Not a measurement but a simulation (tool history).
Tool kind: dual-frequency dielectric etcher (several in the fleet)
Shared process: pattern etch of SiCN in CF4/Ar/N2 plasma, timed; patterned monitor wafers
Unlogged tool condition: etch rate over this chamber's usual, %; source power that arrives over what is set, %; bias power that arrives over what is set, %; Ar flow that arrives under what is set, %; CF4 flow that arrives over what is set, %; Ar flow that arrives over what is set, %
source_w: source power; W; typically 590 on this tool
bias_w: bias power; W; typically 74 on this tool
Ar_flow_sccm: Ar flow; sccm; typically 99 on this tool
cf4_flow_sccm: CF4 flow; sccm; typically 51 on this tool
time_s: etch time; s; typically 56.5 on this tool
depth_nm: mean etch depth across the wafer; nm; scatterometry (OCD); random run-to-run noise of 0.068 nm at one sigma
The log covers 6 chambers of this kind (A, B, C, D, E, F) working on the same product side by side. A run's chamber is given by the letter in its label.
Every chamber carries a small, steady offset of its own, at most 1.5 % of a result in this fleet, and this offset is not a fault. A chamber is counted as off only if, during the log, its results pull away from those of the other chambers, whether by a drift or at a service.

run   hour  source_w  bias_w  Ar_flow_sccm  cf4_flow_sccm  time_s  hours since the last wet clean  hours since the last source power generator calibration  hours since the last bias power generator calibration  hours since the last Ar flow controller change  hours since the last CF4 flow controller change  read-back reference wafer on the same gauge, depth_nm  depth_nm
 1B    4.4       590      74            99             51    56.5                           277.1                                                   2352.6                                                 1415.3                                          1622.3                                           2926.7                                                 63.597    59.712
 2F    9.0       590      74            99             51    56.5                           462.2                                                   3599.8                                                 2026.0                                          3014.2                                           2917.2                                                 63.607    59.181
 3A   12.6       590      74            99             51    56.5                           216.1                                                   1033.8                                                 3234.3                                           821.8                                           3607.3                                                 63.617    59.577
 4D   18.1       590      74            99             51    56.5                           260.6                                                    492.2                                                  551.8                                          1528.1                                            179.7                                                 63.641    58.691
 5C   22.1       590      74           119             55    56.5                           209.9                                                   1459.8                                                 2995.1                                          1379.8                                           1128.2                                                 63.654    58.450
 6E   25.5       590      74           119             55    56.5                            55.0                                                    662.8                                                 5355.0                                           352.2                                           3802.8                                                 63.628    58.120
 7A   29.0       590      74           119             55    56.5                           232.5                                                   1050.2                                                 3250.7                                           838.2                                           3623.7                                                 63.640    58.622
      30.4  -- chamber E: bias power generator calibrated
 8D   34.6       590      74           119             55    56.5                           277.1                                                    508.7                                                  568.3                                          1544.6                                            196.2                                                 63.662    57.898
 9E   40.1       590      74           119             55    56.5                            69.6                                                    677.4                                                    9.8                                           366.8                                           3817.4                                                 63.662    58.211
      41.6  -- chamber F: wet clean of the chamber
10C   45.9       590      74           119             55    56.5                           233.7                                                   1483.6                                                 3018.9                                          1403.6                                           1152.0                                                 63.682    58.591
11B   50.6       590      74            99             51    56.5                           323.3                                                   2398.8                                                 1461.5                                          1668.5                                           2972.9                                                 63.697    59.736
12F   56.2       590      74            99             51    56.5                            14.6                                                   3647.0                                                 2073.2                                          3061.4                                           2964.4                                                 63.705    59.387
13C   62.3       590      74            99             51    56.5                           250.1                                                   1500.0                                                 3035.3                                          1420.0                                           1168.4                                                 63.717    59.677
14E   67.7       590      74            99             51    56.5                            97.2                                                    705.0                                                   37.4                                           394.4                                           3845.0                                                 63.710    59.273
15B   70.6       590      74            99             51    56.5                           343.3                                                   2418.8                                                 1481.5                                          1688.5                                           2992.9                                                 63.718    59.763
      71.6  -- chamber F: Ar flow controller replaced
16A   73.8       590      74            99             51    56.5                           277.3                                                   1095.0                                                 3295.5                                           883.0                                           3668.5                                                 63.729    59.609
17F   77.1       590      74            99             51    56.5                            35.5                                                   3667.9                                                 2094.1                                             5.6                                           2985.3                                                 63.731    59.373
18D   79.8       590      74            99             51    56.5                           322.3                                                    553.9                                                  613.5                                          1589.8                                            241.4                                                 63.736    58.887
19E   85.4       590      74            99             51    56.5                           114.9                                                    722.7                                                   55.1                                           412.1                                           3862.7                                                 63.740    59.286
20A   90.8       590      74            99             51    56.5                           294.3                                                   1112.0                                                 3312.5                                           900.0                                           3685.5                                                 63.755    59.656
21C   94.2       590      74            99             51    56.5                           282.0                                                   1531.9                                                 3067.2                                          1451.9                                           1200.3                                                 63.763    59.714
22F   97.6       590      74            99             51    56.5                            56.0                                                   3688.4                                                 2114.6                                            26.1                                           3005.8                                                 63.773    59.442
23B  103.0       590      74            99             51    56.5                           375.7                                                   2451.2                                                 1513.9                                          1720.9                                           3025.3                                                 63.785    59.878
24D  107.9       590      74            99             51    56.5                           350.4                                                    582.0                                                  641.6                                          1617.9                                            269.5                                                 63.791    58.841
25C  113.1       590      74            99             51    56.5                           300.9                                                   1550.8                                                 3086.1                                          1470.8                                           1219.2                                                 63.803    59.798
26A  117.9       590      88            91             51    56.5                           321.4                                                   1139.1                                                 3339.6                                           927.1                                           3712.6                                                 63.802    64.395
27E  121.1       590      88            91             51    56.5                           150.6                                                    758.4                                                   90.8                                           447.8                                           3898.4                                                 63.802    64.146
28D  125.2       590      88            91             51    56.5                           367.7                                                    599.3                                                  658.9                                          1635.2                                            286.8                                                 63.824    63.622
29B  130.8       590      88            91             51    56.5                           403.5                                                   2479.0                                                 1541.7                                          1748.7                                           3053.1                                                 63.816    64.606
30F  134.4       590      88            91             51    56.5                            92.8                                                   3725.2                                                 2151.4                                            62.9                                           3042.6                                                 63.827    64.113
     137.1  -- chamber B: wet clean of the chamber
31B  137.5       590      88            91             51    56.5                             0.4                                                   2485.7                                                 1548.4                                          1755.4                                           3059.8                                                 63.822    64.572
32A  140.5       590      74            99             51    56.5                           344.0                                                   1161.7                                                 3362.2                                           949.7                                           3735.2                                                 63.849    59.855
33C  144.4       590      74            99             51    56.5                           332.2                                                   1582.1                                                 3117.4                                          1502.1                                           1250.5                                                 63.851    59.733
34D  147.7       590      74            99             51    56.5                           390.2                                                    621.8                                                  681.4                                          1657.7                                            309.3                                                 63.855    58.925
35E  152.7       590      74            99             51    56.5                           182.2                                                    790.0                                                  122.4                                           479.4                                           3930.0                                                 63.864    59.420
36F  157.0       590      74            99             51    56.5                           115.4                                                   3747.8                                                 2174.0                                            85.5                                           3065.2                                                 63.862    59.651
37A  160.8       590      74            99             51    56.5                           364.3                                                   1182.0                                                 3382.5                                           970.0                                           3755.5                                                 63.877    59.786
38B  165.6       590      88            99             51    56.5                            28.5                                                   2513.8                                                 1576.5                                          1783.5                                           3087.9                                                 63.909    63.889
39D  171.6       590      88            99             51    56.5                           414.1                                                    645.7                                                  705.3                                          1681.6                                            333.2                                                 63.899    62.724

All 6 chambers run these settings next. Forecast each chamber's results:
40A  176.0       500      74            99             51    56.5                                                                                                                                                                                                                                                                                                                 ?
40B  176.0       500      74            99             51    56.5                                                                                                                                                                                                                                                                                                                 ?
40C  176.0       500      74            99             51    56.5                                                                                                                                                                                                                                                                                                                 ?
40D  176.0       500      74            99             51    56.5                                                                                                                                                                                                                                                                                                                 ?
40E  176.0       500      74            99             51    56.5                                                                                                                                                                                                                                                                                                                 ?
40F  176.0       500      74            99             51    56.5                                                                                                                                                                                                                                                                                                                 ?

run  depth_nm
40A    51.676
40B    52.031
40C    51.914
40D    51.066
40E    51.538
40F    51.632
